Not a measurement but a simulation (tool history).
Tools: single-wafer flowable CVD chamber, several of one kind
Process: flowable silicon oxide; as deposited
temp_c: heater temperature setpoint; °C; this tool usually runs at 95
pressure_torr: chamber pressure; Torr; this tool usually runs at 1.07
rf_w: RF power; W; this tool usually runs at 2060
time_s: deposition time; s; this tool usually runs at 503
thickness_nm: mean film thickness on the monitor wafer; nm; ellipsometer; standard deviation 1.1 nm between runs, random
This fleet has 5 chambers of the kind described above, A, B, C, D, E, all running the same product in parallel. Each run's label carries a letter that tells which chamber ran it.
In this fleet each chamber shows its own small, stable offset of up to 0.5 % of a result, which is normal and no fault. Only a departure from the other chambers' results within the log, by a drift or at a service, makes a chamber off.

| run | day | temp_c | pressure_torr | rf_w | time_s | read-back reference wafer on the same gauge, thickness_nm | thickness_nm |
|---|---|---|---|---|---|---|---|
| 1C | 0.508 | 95 | 1.07 | 2060 | 503 | 602.12 | 516.07 |
| 2A | 0.962 | 95 | 1.07 | 2060 | 503 | 601.93 | 521.26 |
| 3D | 1.221 | 95 | 1.07 | 2060 | 503 | 601.85 | 516.19 |
| 4E | 1.612 | 95 | 1.07 | 2060 | 503 | 602.09 | 517.87 |
| 5B | 2.112 | 95 | 1.07 | 2060 | 503 | 601.95 | 517.39 |
| 6B | 2.600 | 95 | 1.07 | 1920 | 503 | 602.03 | 510.47 |
| 7E | 3.096 | 95 | 1.07 | 1920 | 503 | 601.98 | 510.29 |
| 8C | 3.429 | 95 | 1.07 | 1920 | 503 | 601.86 | 508.17 |
| 9A | 3.662 | 95 | 1.07 | 1920 | 503 | 602.17 | 508.73 |
| 10D | 3.912 | 95 | 1.07 | 1920 | 503 | 601.50 | 511.90 |
| 11A | 4.321 | 95 | 1.07 | 2060 | 503 | 602.09 | 520.31 |
| 12B | 4.783 | 95 | 1.07 | 2060 | 503 | 602.11 | 516.69 |
| 13C | 5.154 | 95 | 1.07 | 2060 | 503 | 602.02 | 515.86 |
|  | 5.354 | chamber B: thermocouple changed; heater temperature recalibrated |
| 14E | 5.408 | 95 | 1.07 | 2060 | 503 | 602.11 | 517.91 |
|  | 5.812 | chamber A: capacitance manometer re-zeroed and calibrated |
| 15D | 5.850 | 95 | 1.07 | 2060 | 503 | 601.92 | 515.84 |
| 16C | 6.312 | 95 | 1.07 | 2060 | 503 | 601.76 | 516.42 |
| 17A | 6.700 | 95 | 1.07 | 2060 | 503 | 602.20 | 520.00 |
| 18D | 7.046 | 95 | 1.07 | 2060 | 503 | 602.18 | 519.34 |
| 19E | 7.392 | 95 | 1.07 | 2060 | 503 | 602.09 | 518.28 |
| 20B | 7.908 | 95 | 1.07 | 2060 | 503 | 602.08 | 508.25 |
| 21C | 8.275 | 95 | 1.07 | 2060 | 503 | 602.12 | 515.79 |
| 22D | 8.767 | 95 | 1.07 | 2060 | 503 | 601.83 | 518.08 |
| 23A | 9.188 | 95 | 1.07 | 2060 | 503 | 601.93 | 519.69 |
| 24E | 9.479 | 95 | 1.07 | 2060 | 503 | 602.20 | 516.53 |
| 25B | 9.892 | 95 | 1.07 | 2060 | 503 | 602.21 | 505.65 |
| 26C | 10.283 | 95 | 1.07 | 2060 | 503 | 602.15 | 515.56 |
| 27A | 10.767 | 95 | 1.07 | 2060 | 503 | 602.25 | 518.28 |
|  | 10.988 | chamber E: capacitance manometer re-zeroed and calibrated |
| 28B | 11.075 | 95 | 1.07 | 2060 | 503 | 602.15 | 507.58 |
| 29D | 11.467 | 95 | 1.07 | 2060 | 503 | 602.05 | 519.41 |
| 30E | 11.862 | 95 | 1.07 | 2060 | 503 | 602.15 | 517.30 |
| 31C | 12.354 | 95 | 1.07 | 2060 | 503 | 602.00 | 514.90 |
| 32D | 12.704 | 95 | 1.07 | 2060 | 503 | 602.33 | 517.77 |
| 33B | 13.046 | 95 | 1.07 | 2060 | 503 | 601.99 | 508.55 |
| 34E | 13.471 | 90 | 1.07 | 2060 | 561 | 601.81 | 681.61 |
|  | 13.683 | chamber D: capacitance manometer re-zeroed and calibrated |
| 35A | 13.967 | 90 | 1.07 | 2060 | 561 | 601.84 | 683.11 |
| 36E | 14.246 | 90 | 1.07 | 2060 | 561 | 602.16 | 682.40 |
| 37A | 14.471 | 90 | 1.07 | 2060 | 561 | 601.79 | 683.62 |
| 38D | 14.875 | 90 | 1.07 | 2060 | 561 | 602.24 | 683.47 |
| 39C | 15.125 | 95 | 1.07 | 2060 | 503 | 602.21 | 515.18 |

Is one chamber off against the others, does the gauge drift, or is nothing wrong? If a chamber is off, say which, and what the likeliest cause is.

Chamber B came out of a service off from its peers and stayed that way.
Most likely cause: wafer temperature above the value expected at the setpoint (K) = 0.562.

Which of the 4 candidates below, each the usual settings with something changed and its results left as question marks, puts chamber B back in line with what the other chambers give on the usual settings?
In line means no further than this from the other chambers' mean on the usual settings: thickness_nm 4.10 nm
| 40B-1 | 15.496 | 95 | 1.06 | 2060 | 500 |  | ? |
| 40B-2 | 15.496 | 95 | 1.05 | 2060 | 498 |  | ? |
| 40B-3 | 15.496 | 95 | 1.08 | 2060 | 506 |  | ? |
| 40B-4 | 15.496 | 95 | 1.07 | 2060 | 519 |  | ? |

On the usual settings, the other chambers give on average: thickness_nm 517.52 nm
| run | thickness_nm |
|---|---|
| 40B-1 | 500.07 |
| 40B-2 | 492.75 |
| 40B-3 | 516.92 |
| 40B-4 | 524.64 |
With 40B-3, the chamber falls back in line with the rest.
